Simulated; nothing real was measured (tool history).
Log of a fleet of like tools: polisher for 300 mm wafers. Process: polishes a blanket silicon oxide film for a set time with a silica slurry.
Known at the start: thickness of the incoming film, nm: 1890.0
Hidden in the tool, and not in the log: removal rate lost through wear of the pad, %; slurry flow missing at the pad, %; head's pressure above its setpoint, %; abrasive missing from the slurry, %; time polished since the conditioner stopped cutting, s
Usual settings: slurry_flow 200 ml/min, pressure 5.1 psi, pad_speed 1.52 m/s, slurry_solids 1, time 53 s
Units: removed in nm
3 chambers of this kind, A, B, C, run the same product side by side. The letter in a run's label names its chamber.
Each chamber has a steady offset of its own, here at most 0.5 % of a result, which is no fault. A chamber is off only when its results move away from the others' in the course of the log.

run	hour	slurry_flow	pressure	pad_speed	slurry_solids	time	wafers polished on this pad	hours since the slurry nozzle was cleaned	hours since the head pressure was calibrated	hours since the slurry blender was calibrated	hours since the conditioning disc was replaced	removed
1B	4.1	200	5.1	1.52	1	53	605	373.1	836.1	226.8	77.3	241.16
# hour 4.6: chamber C: worn pad replaced by a new one
2C	8.1	200	5.1	1.52	1	53	48	560.8	344.5	309.7	282.3	235.66
# hour 8.5: chamber B: worn pad replaced by a new one
3A	12.8	200	5.1	1.52	1	53	813	252.6	1051.7	162.4	216.8	239.06
4C	18.9	200	5.1	1.52	1	53	196	571.6	355.3	320.5	293.1	235.83
# hour 20.5: chamber A: worn pad replaced by a new one
5A	23.8	200	5.1	1.52	1	53	46	263.6	1062.7	173.4	227.8	235.47
6B	30.2	200	5.1	1.52	1	35	297	399.2	862.2	252.9	103.4	156.42
7C	33.6	200	5.1	1.52	1	35	397	586.3	370	335.2	307.8	153.93
8B	38.7	200	5.1	1.52	1	35	413	407.7	870.7	261.4	111.9	155.73
9A	42.6	200	5.1	1.52	1	53	303	282.4	1081.5	192.2	246.6	237.32
10B	45.9	200	5.1	1.52	1	53	512	414.9	877.9	268.6	119.1	230.25
11A	52.8	200	5.1	1.52	1	53	442	292.6	1091.7	202.4	256.8	238.88
12C	59.6	200	5.1	1.52	1	53	753	612.3	396	361.2	333.8	238.32
13A	63.2	200	5.1	1.52	1	53	585	303	1102.1	212.8	267.2	240.32
# hour 66.5: chamber B: worn pad replaced by a new one
14B	69.4	200	5.1	1.52	1	53	40	438.4	901.4	292.1	142.6	230.61
15C	74.2	200	5.1	1.52	1	53	953	626.9	410.6	375.8	348.4	237.42
# hour 78.2: chamber C: slurry blender recalibrated
16B	80.3	200	5.1	1.52	1	53	189	449.3	912.3	303	153.5	234.95
17A	83.9	225	5.1	1.52	1.2	53	868	323.7	1122.8	233.5	287.9	262.23
# hour 88: chamber A: slurry blender recalibrated
18C	90.8	225	5.1	1.52	1.2	53	1180	643.5	427.2	12.6	365	261
19B	95.7	225	5.1	1.52	1.2	53	400	464.7	927.7	318.4	168.9	260.23
# hour 96.3: chamber A: worn pad replaced by a new one
20C	101.7	200	5.1	1.52	1	53	1329	654.4	438.1	23.5	375.9	246
# hour 107: chamber A: head pressure recalibrated
# hour 107.2: chamber C: worn pad replaced by a new one
21A	108	200	5.1	1.52	1	53	160	347.8	1.1	20	312	239.78
22A	115	200	5.1	1.94	1.1	53	256	354.8	8.1	27	319	300.17
23C	121.2	200	5.1	1.94	1.1	53	192	673.9	457.6	43	395.4	314.28
# hour 126: chamber B: worn pad replaced by a new one
24B	128.4	200	5.1	1.94	1.1	53	33	497.4	960.4	351.1	201.6	303.92
25B	132	200	5.1	1.52	1	53	82	501	964	354.7	205.2	231.08
26A	136	200	5.1	1.52	1	53	543	375.8	29.1	48	340	231.58
# hour 137: chamber B: conditioning disc replaced and pad reconditioned
27C	141.7	200	5.1	1.52	1	53	472	694.4	478.1	63.5	415.9	243.05
28B	149	200	5.1	1.52	1	53	315	518	981	371.7	12.1	232.57
29C	153.3	200	5.1	1.52	1	53	631	706	489.7	75.1	427.5	247.09
# hour 154: chamber B: slurry blender recalibrated
30A	158.2	200	5.1	1.52	1	53	847	398	51.3	70.2	362.2	236.27
31C	161.8	200	5.1	1.52	1	53	747	714.5	498.2	83.6	436	250.69
32A	165.8	200	5.1	1.52	1	53	951	405.6	58.9	77.8	369.8	237.75
33B	170.3	200	5.1	1.52	1	53	606	539.3	1002.3	16.4	33.4	234.85
34C	175.3	200	5.1	1.52	1	53	932	728	511.7	97.1	449.5	246.91
# hour 175.7: chamber B: worn pad replaced by a new one
# hour 176.1: chamber A: worn pad replaced by a new one
35A	181.7	200	5.1	1.52	1	53	77	421.5	74.8	93.7	385.7	239.81
36B	186.6	200	5.1	1.52	1.25	53	150	555.6	1018.6	32.7	49.7	256.64
# hour 187.7: chamber B: slurry nozzle cleaned
37B	191.9	200	5.1	1.52	1.25	53	222	4.3	1023.9	38	55	263.73

What goes on in this fleet: one chamber off, a drifting gauge, or nothing beyond the chambers' own small offsets? Name the chamber and the cause, if any.

Chamber C drifts away from the others.
Cause: head's pressure above its setpoint, % = 7.55.

Here are 4 candidates for chamber C's next run, each the usual settings with a change, their results left as question marks. Which one brings its results back in line with what the others give on the usual settings?
In line means no further than this from the other chambers' mean on the usual settings: removed 12 nm
38C-1	197.2	200	5.3	1.56	1	53						?
38C-2	197.2	195	5.1	1.24	1	53						?
38C-3	197.2	200	5.1	1.48	1	51						?
38C-4	197.2	200	5.4	1.58	1	56						?

The other chambers' mean on the usual settings: removed 236.97 nm
run	removed
38C-1	269.42
38C-2	214.61
38C-3	239.01
38C-4	293.09
38C-3 brings the chamber back in line.

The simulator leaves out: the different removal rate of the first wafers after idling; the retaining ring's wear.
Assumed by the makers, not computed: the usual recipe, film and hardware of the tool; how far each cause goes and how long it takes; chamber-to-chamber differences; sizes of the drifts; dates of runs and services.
